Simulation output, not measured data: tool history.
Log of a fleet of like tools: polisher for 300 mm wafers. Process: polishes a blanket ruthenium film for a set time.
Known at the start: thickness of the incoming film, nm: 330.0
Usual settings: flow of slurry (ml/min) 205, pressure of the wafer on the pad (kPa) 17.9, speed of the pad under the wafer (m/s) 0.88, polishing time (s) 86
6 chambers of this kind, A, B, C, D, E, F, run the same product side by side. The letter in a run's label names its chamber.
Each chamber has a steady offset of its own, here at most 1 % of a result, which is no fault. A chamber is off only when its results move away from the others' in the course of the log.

| run | day | flow of slurry (ml/min) | pressure of the wafer on the pad (kPa) | speed of the pad under the wafer (m/s) | polishing time (s) | wafers polished on this pad | hours since the slurry nozzle was cleaned | hours since the head pressure was calibrated | film removed (Å) |
|---|---|---|---|---|---|---|---|---|---|
|  | 0.046 | chamber F: worn pad replaced by a new one |
| 1A | 0.179 | 205 | 17.9 | 0.88 | 86 | 709 | 106.5 | 965.2 | 1289.8 |
| 2F | 0.321 | 205 | 17.9 | 0.88 | 86 | 58 | 16.6 | 765.2 | 1265.8 |
| 3C | 0.558 | 205 | 17.9 | 0.88 | 86 | 697 | 107.2 | 1041.9 | 1250.5 |
| 4D | 0.704 | 205 | 17.9 | 0.88 | 86 | 333 | 222.8 | 331 | 1233.7 |
| 5B | 0.917 | 205 | 17.9 | 0.88 | 86 | 512 | 383.9 | 717.1 | 1265.2 |
| 6E | 1.067 | 205 | 17.9 | 1.08 | 96 | 238 | 306.7 | 626.6 | 1746.1 |
|  | 1.096 | chamber B: worn pad replaced by a new one |
|  | 1.138 | chamber C: head pressure recalibrated |
|  | 1.15 | chamber C: worn pad replaced by a new one |
| 7B | 1.242 | 205 | 17.9 | 1.08 | 96 | 31 | 391.7 | 724.9 | 1751.6 |
| 8E | 1.458 | 205 | 17.9 | 1.08 | 96 | 321 | 316.1 | 636 | 1718.3 |
| 9F | 1.675 | 205 | 17.9 | 1.08 | 96 | 346 | 49.1 | 797.7 | 1727.4 |
| 10D | 1.858 | 205 | 17.9 | 1.08 | 96 | 579 | 250.5 | 358.7 | 1715.6 |
| 11C | 1.971 | 205 | 17.9 | 1.08 | 96 | 175 | 141.1 | 20 | 1728.3 |
| 12A | 2.1 | 205 | 17.9 | 0.88 | 86 | 1118 | 152.6 | 1011.3 | 1272.8 |
| 13C | 2.242 | 205 | 17.9 | 0.88 | 86 | 232 | 147.6 | 26.5 | 1269.3 |
|  | 2.379 | chamber A: worn pad replaced by a new one |
| 14E | 2.458 | 205 | 17.9 | 0.88 | 86 | 534 | 340.1 | 660 | 1236.3 |
| 15B | 2.646 | 205 | 17.9 | 0.88 | 86 | 330 | 425.4 | 758.6 | 1287.1 |
| 16A | 2.821 | 240 | 17.9 | 0.88 | 74 | 94 | 169.9 | 1028.6 | 1099.7 |
|  | 3.008 | chamber D: head pressure recalibrated |
| 17F | 3.008 | 240 | 17.9 | 0.88 | 74 | 630 | 81.1 | 829.7 | 1089.3 |
| 18D | 3.179 | 240 | 17.9 | 0.88 | 74 | 860 | 282.2 | 4.1 | 1098.8 |
| 19C | 3.342 | 240 | 17.9 | 0.88 | 74 | 466 | 174 | 52.9 | 1097.5 |
|  | 3.504 | chamber B: worn pad replaced by a new one |
| 20E | 3.521 | 240 | 17.9 | 0.88 | 74 | 761 | 365.6 | 685.5 | 1064.9 |
| 21B | 3.733 | 240 | 17.9 | 0.88 | 74 | 49 | 451.5 | 784.7 | 1140.2 |
| 22D | 3.938 | 205 | 17.9 | 0.88 | 86 | 1022 | 300.4 | 22.3 | 1275.3 |
| 23F | 4.188 | 205 | 17.9 | 0.88 | 86 | 881 | 109.4 | 858 | 1280 |
| 24A | 4.412 | 205 | 17.9 | 0.88 | 86 | 433 | 208.1 | 1066.8 | 1280.7 |
| 25E | 4.6 | 205 | 17.9 | 0.88 | 86 | 990 | 391.5 | 711.4 | 1188 |
|  | 4.721 | chamber C: worn pad replaced by a new one |
| 26B | 4.842 | 205 | 15.2 | 0.88 | 86 | 285 | 478.1 | 811.3 | 1070.1 |
|  | 5.096 | chamber D: worn pad replaced by a new one |
| 27F | 5.1 | 205 | 15.2 | 0.88 | 86 | 1076 | 131.3 | 879.9 | 1058.4 |
| 28C | 5.225 | 205 | 15.2 | 0.88 | 86 | 107 | 219.2 | 98.1 | 1062.3 |
| 29D | 5.442 | 205 | 15.2 | 0.88 | 86 | 73 | 336.5 | 58.4 | 1067.4 |
| 30A | 5.683 | 205 | 15.2 | 0.88 | 86 | 704 | 238.6 | 1097.3 | 1094 |
|  | 5.796 | chamber B: worn pad replaced by a new one |
| 31D | 5.825 | 205 | 15.2 | 0.88 | 86 | 155 | 345.7 | 67.6 | 1044.1 |
|  | 5.912 | chamber A: head pressure recalibrated |
| 32B | 5.992 | 205 | 17.9 | 0.88 | 86 | 42 | 505.7 | 838.9 | 1262.9 |
| 33E | 6.204 | 205 | 17.9 | 0.88 | 86 | 1332 | 430 | 749.9 | 1142 |
| 34C | 6.333 | 205 | 17.9 | 0.88 | 86 | 343 | 245.8 | 124.7 | 1226.4 |
| 35F | 6.475 | 205 | 17.9 | 0.88 | 86 | 1368 | 164.3 | 912.9 | 1250.8 |
| 36A | 6.633 | 205 | 17.9 | 0.88 | 86 | 906 | 261.4 | 17.4 | 1265.7 |
| 37B | 6.783 | 205 | 17.9 | 0.88 | 86 | 210 | 524.7 | 857.9 | 1314.9 |
|  | 6.896 | chamber F: worn pad replaced by a new one |
| 38D | 6.996 | 205 | 17.9 | 0.88 | 86 | 404 | 373.8 | 95.7 | 1245.4 |
| 39F | 7.142 | 205 | 17.9 | 0.88 | 74 | 52 | 180.3 | 928.9 | 1094.4 |
|  | 7.275 | chamber E: worn pad replaced by a new one |
| 40E | 7.338 | 205 | 17.9 | 0.88 | 74 | 13 | 457.2 | 777.1 | 994.73 |
| 41A | 7.45 | 205 | 17.9 | 0.88 | 74 | 1080 | 281 | 37 | 1057.3 |
| 42C | 7.667 | 205 | 17.9 | 0.88 | 74 | 627 | 277.8 | 156.7 | 1080.6 |
| 43B | 7.821 | 205 | 17.9 | 0.88 | 74 | 431 | 549.6 | 882.8 | 1126.1 |

Is one chamber off against the others, does the gauge drift, or is nothing wrong? If a chamber is off, say which, and what the likeliest cause is.

Chamber E drifts away from the others.
Cause: head's pressure below its setpoint, % = 9.07.
The log may not tell that from: slurry flow missing at the pad, %.

Here are 4 candidates for chamber E's next run, each the usual settings with a change, their results left as question marks. Which one brings its results back in line with what the others give on the usual settings?
In line means no further than this from the other chambers' mean on the usual settings: film removed (Å) 56
| 44E-1 | 8.008 | 205 | 18.6 | 0.9 | 89 |  |  |  | ? |
| 44E-2 | 8.008 | 205 | 17.9 | 1.04 | 86 |  |  |  | ? |
| 44E-3 | 8.008 | 205 | 17.9 | 0.88 | 72 |  |  |  | ? |
| 44E-4 | 8.008 | 205 | 17.2 | 0.86 | 83 |  |  |  | ? |

The other chambers' mean on the usual settings: film removed (Å) 1260.8
| run | film removed (Å) |
|---|---|
| 44E-1 | 1252.4 |
| 44E-2 | 1348.9 |
| 44E-3 | 953.5 |
| 44E-4 | 1032.4 |
44E-1 brings the chamber back in line.

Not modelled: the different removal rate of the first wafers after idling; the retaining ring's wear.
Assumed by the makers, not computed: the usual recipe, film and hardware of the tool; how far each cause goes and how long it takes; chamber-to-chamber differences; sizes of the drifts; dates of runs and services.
